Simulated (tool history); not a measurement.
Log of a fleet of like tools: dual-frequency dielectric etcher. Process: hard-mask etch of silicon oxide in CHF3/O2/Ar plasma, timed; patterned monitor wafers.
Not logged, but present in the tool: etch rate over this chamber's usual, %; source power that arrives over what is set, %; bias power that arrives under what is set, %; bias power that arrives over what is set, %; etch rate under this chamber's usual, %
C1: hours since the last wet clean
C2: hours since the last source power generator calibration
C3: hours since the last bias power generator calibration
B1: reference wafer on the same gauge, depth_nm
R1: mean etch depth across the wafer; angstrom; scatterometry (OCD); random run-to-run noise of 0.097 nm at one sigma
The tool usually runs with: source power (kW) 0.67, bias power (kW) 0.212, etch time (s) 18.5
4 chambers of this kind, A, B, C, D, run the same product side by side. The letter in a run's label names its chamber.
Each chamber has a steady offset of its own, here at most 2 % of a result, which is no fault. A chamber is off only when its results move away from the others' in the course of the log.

Run 1B, hour 3.1: usual settings; C1 281.3; C2 3416.3; C3 2069.8; B1 47.701. Result: R1 400.98 angstrom.
Run 2C, hour 7.2: usual settings; C1 162.1; C2 976.4; C3 1396.8; B1 47.695. Result: R1 404.6 angstrom.
Run 3D, hour 10: usual settings; C1 80.3; C2 3601.8; C3 2187.8; B1 47.716. Result: R1 410.26 angstrom.
Run 4A, hour 14.9: usual settings; C1 576.1; C2 914.5; C3 310.3; B1 47.684. Result: R1 403.93 angstrom.
Run 5D, hour 18.2: usual settings; C1 88.5; C2 3610; C3 2196; B1 47.693. Result: R1 407.82 angstrom.
Run 6C, hour 20.6: usual settings; C1 175.5; C2 989.8; C3 1410.2; B1 47.706. Result: R1 403.1 angstrom.
Run 7B, hour 24.7: usual settings; C1 302.9; C2 3437.9; C3 2091.4; B1 47.706. Result: R1 402.31 angstrom.
Run 8A, hour 29: usual settings; C1 590.2; C2 928.6; C3 324.4; B1 47.68. Result: R1 405.13 angstrom.
Run 9B, hour 33.7: usual settings; C1 311.9; C2 3446.9; C3 2100.4; B1 47.695. Result: R1 400.08 angstrom.
Run 10C, hour 35.9: usual settings; C1 190.8; C2 1005.1; C3 1425.5; B1 47.689. Result: R1 404.39 angstrom.
Run 11D, hour 39.4: usual settings; C1 109.7; C2 3631.2; C3 2217.2; B1 47.709. Result: R1 409.86 angstrom.
Run 12A, hour 42.3: usual settings; C1 603.5; C2 941.9; C3 337.7; B1 47.69. Result: R1 404.9 angstrom.
At hour 44.5: chamber B: bias power generator calibrated.
Run 13C, hour 46.3: usual settings; C1 201.2; C2 1015.5; C3 1435.9; B1 47.678. Result: R1 403.59 angstrom.
Run 14D, hour 50.2: usual settings; C1 120.5; C2 3642; C3 2228; B1 47.713. Result: R1 409.65 angstrom.
Run 15A, hour 55: usual settings; C1 616.2; C2 954.6; C3 350.4; B1 47.7. Result: R1 404.95 angstrom.
Run 16B, hour 57.2: usual settings; C1 335.4; C2 3470.4; C3 12.7; B1 47.684. Result: R1 394.59 angstrom.
Run 17D, hour 61: usual settings; C1 131.3; C2 3652.8; C3 2238.8; B1 47.706. Result: R1 409.23 angstrom.
Run 18B, hour 64.5: usual settings; C1 342.7; C2 3477.7; C3 20; B1 47.69. Result: R1 394.93 angstrom.
Run 19A, hour 68.7: usual settings; C1 629.9; C2 968.3; C3 364.1; B1 47.706. Result: R1 403.53 angstrom.
Run 20C, hour 72.3: usual settings; C1 227.2; C2 1041.5; C3 1461.9; B1 47.663. Result: R1 403.25 angstrom.
Run 21B, hour 77: usual settings; C1 355.2; C2 3490.2; C3 32.5; B1 47.712. Result: R1 395.23 angstrom.
At hour 77.3: chamber B: wet clean of the chamber.
Run 22A, hour 81: usual settings; C1 642.2; C2 980.6; C3 376.4; B1 47.671. Result: R1 403.69 angstrom.
Run 23D, hour 83.8: usual settings; C1 154.1; C2 3675.6; C3 2261.6; B1 47.68. Result: R1 409.6 angstrom.
Run 24C, hour 86.3: usual settings; C1 241.2; C2 1055.5; C3 1475.9; B1 47.706. Result: R1 403.16 angstrom.
Run 25D, hour 91.1: usual settings; C1 161.4; C2 3682.9; C3 2268.9; B1 47.721. Result: R1 410.24 angstrom.
Run 26C, hour 93.7: usual settings; C1 248.6; C2 1062.9; C3 1483.3; B1 47.706. Result: R1 405 angstrom.
Run 27B, hour 96.5: usual settings; C1 19.3; C2 3509.7; C3 52; B1 47.656. Result: R1 393.39 angstrom.
Run 28A, hour 99.8: usual settings; C1 661; C2 999.4; C3 395.2; B1 47.712. Result: R1 404.16 angstrom.
Run 29A, hour 102.2: usual settings; C1 663.4; C2 1001.8; C3 397.6; B1 47.7. Result: R1 404.11 angstrom.
Run 30C, hour 106.4: usual settings; C1 261.3; C2 1075.6; C3 1496; B1 47.684. Result: R1 405.06 angstrom.
Run 31D, hour 109.6: usual settings; C1 179.9; C2 3701.4; C3 2287.4; B1 47.685. Result: R1 410.27 angstrom.
At hour 111.7: chamber A: wet clean of the chamber.
Run 32B, hour 112: usual settings but bias power (kW) 0.258, etch time (s) 13; C1 34.8; C2 3525.2; C3 67.5; B1 47.681. Result: R1 296.81 angstrom.
Run 33C, hour 114.4: usual settings but bias power (kW) 0.258, etch time (s) 13; C1 269.3; C2 1083.6; C3 1504; B1 47.694. Result: R1 304.64 angstrom.
Run 34D, hour 117.9: usual settings but bias power (kW) 0.258, etch time (s) 13; C1 188.2; C2 3709.7; C3 2295.7; B1 47.724. Result: R1 307.19 angstrom.
Run 35B, hour 120.7: usual settings but bias power (kW) 0.258, etch time (s) 13; C1 43.5; C2 3533.9; C3 76.2; B1 47.685. Result: R1 296.21 angstrom.
Run 36A, hour 125: usual settings; C1 13.4; C2 1024.6; C3 420.4; B1 47.702. Result: R1 404.17 angstrom.
Run 37D, hour 128.8: usual settings; C1 199.1; C2 3720.6; C3 2306.6; B1 47.681. Result: R1 409.36 angstrom.
Run 38C, hour 133.5: usual settings; C1 288.4; C2 1102.7; C3 1523.1; B1 47.718. Result: R1 403.25 angstrom.
Run 39A, hour 136.4: usual settings but etch time (s) 21; C1 24.8; C2 1036; C3 431.8; B1 47.714. Result: R1 457.93 angstrom.

Next, every chamber runs the same settings. What will each give?
Run 40A, hour 139.9: usual settings but bias power (kW) 0.251. Result: R1 ?.
Run 40B, hour 139.9: usual settings but bias power (kW) 0.251. Result: R1 ?.
Run 40C, hour 139.9: usual settings but bias power (kW) 0.251. Result: R1 ?.
Run 40D, hour 139.9: usual settings but bias power (kW) 0.251. Result: R1 ?.

run      R1
40A  429.76
40B  419.26
40C  429.64
40D  434.03

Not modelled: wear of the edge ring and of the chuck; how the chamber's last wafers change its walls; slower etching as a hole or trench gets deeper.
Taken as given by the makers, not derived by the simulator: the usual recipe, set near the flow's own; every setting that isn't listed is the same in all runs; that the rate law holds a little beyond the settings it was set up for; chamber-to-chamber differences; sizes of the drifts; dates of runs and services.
